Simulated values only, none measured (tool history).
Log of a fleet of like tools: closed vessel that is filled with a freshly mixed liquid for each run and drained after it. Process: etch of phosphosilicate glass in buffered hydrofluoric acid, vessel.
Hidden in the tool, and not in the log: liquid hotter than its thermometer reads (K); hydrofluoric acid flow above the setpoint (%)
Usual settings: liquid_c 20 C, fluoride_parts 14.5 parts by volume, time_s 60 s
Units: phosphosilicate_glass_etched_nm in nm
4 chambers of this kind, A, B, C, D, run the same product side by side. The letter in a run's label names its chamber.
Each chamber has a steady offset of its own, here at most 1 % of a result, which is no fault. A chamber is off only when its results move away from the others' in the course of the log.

| run | day | liquid_c | fluoride_parts | time_s | hours since the thermometer was replaced | hours since the hydrofluoric acid flow meter was replaced | read-back film thickness of the phosphosilicate glass reference wafer, read on the same gauge (nm) | phosphosilicate_glass_etched_nm |
|---|---|---|---|---|---|---|---|---|
| 1A | 0.312 | 20 | 14.5 | 60 | 620.4 | 11.5 | 30.003 | 161.79 |
| 2D | 0.746 | 20 | 14.5 | 60 | 1113.4 | 934.1 | 30.013 | 162.82 |
| 3C | 0.967 | 20 | 14.5 | 60 | 1511.5 | 402.4 | 29.985 | 160.2 |
| 4B | 1.154 | 20 | 14.5 | 60 | 1599.4 | 1029.8 | 29.971 | 160.94 |
| 5C | 1.358 | 20 | 14.5 | 60 | 1520.9 | 411.8 | 30.009 | 161.51 |
| 6A | 1.688 | 20 | 14.5 | 60 | 653.4 | 44.5 | 30.007 | 165.85 |
| 7B | 1.888 | 20 | 14.5 | 60 | 1617 | 1047.4 | 30.015 | 159.9 |
| 8D | 2.242 | 25 | 14.5 | 95 | 1149.3 | 970 | 29.984 | 336.86 |
| 9D | 2.596 | 25 | 14.5 | 95 | 1157.8 | 978.5 | 30.018 | 339.12 |
| 10B | 2.958 | 25 | 14.5 | 95 | 1642.7 | 1073.1 | 29.979 | 329.26 |
| 11C | 3.171 | 25 | 14.5 | 95 | 1564.4 | 455.3 | 30.051 | 335.03 |
| 12A | 3.546 | 20 | 14.5 | 60 | 698 | 89.1 | 29.978 | 162.56 |
| 13D | 3.771 | 20 | 17 | 60 | 1186 | 1006.7 | 29.999 | 141.94 |
| 14C | 4.183 | 20 | 17 | 60 | 1588.7 | 479.6 | 29.985 | 139.05 |
| 15B | 4.408 | 20 | 17 | 60 | 1677.5 | 1107.9 | 30.028 | 136.93 |
| 16A | 4.808 | 20 | 17 | 60 | 728.3 | 119.4 | 30.036 | 140.61 |
| 17D | 5.146 | 20 | 14.5 | 60 | 1219 | 1039.7 | 29.999 | 166.44 |
| 18A | 5.379 | 20 | 14.5 | 60 | 742 | 133.1 | 29.988 | 160.61 |
| 19B | 5.8 | 20 | 14.5 | 60 | 1710.9 | 1141.3 | 29.973 | 160.51 |
| 20C | 6.146 | 20 | 14.5 | 60 | 1635.8 | 526.7 | 30.018 | 164.54 |
| 21C | 6.571 | 20 | 14.5 | 60 | 1646 | 536.9 | 30.029 | 161.55 |
| 22A | 6.762 | 20 | 14.5 | 60 | 775.2 | 166.3 | 30.015 | 165.53 |
| 23D | 7.121 | 20 | 14.5 | 60 | 1266.4 | 1087.1 | 29.995 | 167.88 |
| 24B | 7.333 | 20 | 14.5 | 60 | 1747.7 | 1178.1 | 29.99 | 162.93 |
| 25B | 7.567 | 20 | 14.5 | 60 | 1753.3 | 1183.7 | 29.989 | 162.65 |
| 26A | 7.962 | 20 | 14.5 | 60 | 804 | 195.1 | 30.016 | 164.99 |
| 27D | 8.188 | 20 | 14.5 | 60 | 1292 | 1112.7 | 30.016 | 169.27 |
| 28C | 8.604 | 20 | 14.5 | 60 | 1694.8 | 585.7 | 29.994 | 161.01 |
|  | 8.833 | chamber C: thermometer replaced |
| 29A | 8.896 | 20 | 14.5 | 60 | 826.4 | 217.5 | 29.982 | 165.32 |
| 30C | 9.125 | 17 | 14.5 | 40 | 7 | 598.2 | 30.007 | 91.79 |
| 31B | 9.404 | 17 | 14.5 | 40 | 1797.4 | 1227.8 | 29.984 | 91.252 |
| 32D | 9.642 | 17 | 14.5 | 40 | 1326.9 | 1147.6 | 30.008 | 98.191 |
| 33D | 9.912 | 17 | 14.5 | 40 | 1333.4 | 1154.1 | 30.017 | 97.195 |
| 34B | 10.15 | 20 | 12 | 60 | 1815.3 | 1245.7 | 30.012 | 195.57 |
| 35C | 10.433 | 20 | 12 | 60 | 38.4 | 629.6 | 29.997 | 196.06 |
| 36A | 10.671 | 20 | 12 | 60 | 869 | 260.1 | 29.992 | 196.49 |
| 37B | 10.862 | 20 | 12 | 60 | 1832.4 | 1262.8 | 30.004 | 193.79 |
| 38A | 11.192 | 20 | 14.5 | 60 | 881.5 | 272.6 | 30.006 | 165.85 |
| 39D | 11.621 | 20 | 14.5 | 60 | 1374.4 | 1195.1 | 29.987 | 176.73 |

All 4 chambers run these settings next. Forecast each chamber's results:
| 40A | 11.929 | 20 | 14.5 | 60 |  |  |  | ? |
| 40B | 11.929 | 20 | 14.5 | 60 |  |  |  | ? |
| 40C | 11.929 | 20 | 14.5 | 60 |  |  |  | ? |
| 40D | 11.929 | 20 | 14.5 | 60 |  |  |  | ? |

| run | phosphosilicate_glass_etched_nm |
|---|---|
| 40A | 164.06 |
| 40B | 158.08 |
| 40C | 165.26 |
| 40D | 174.78 |
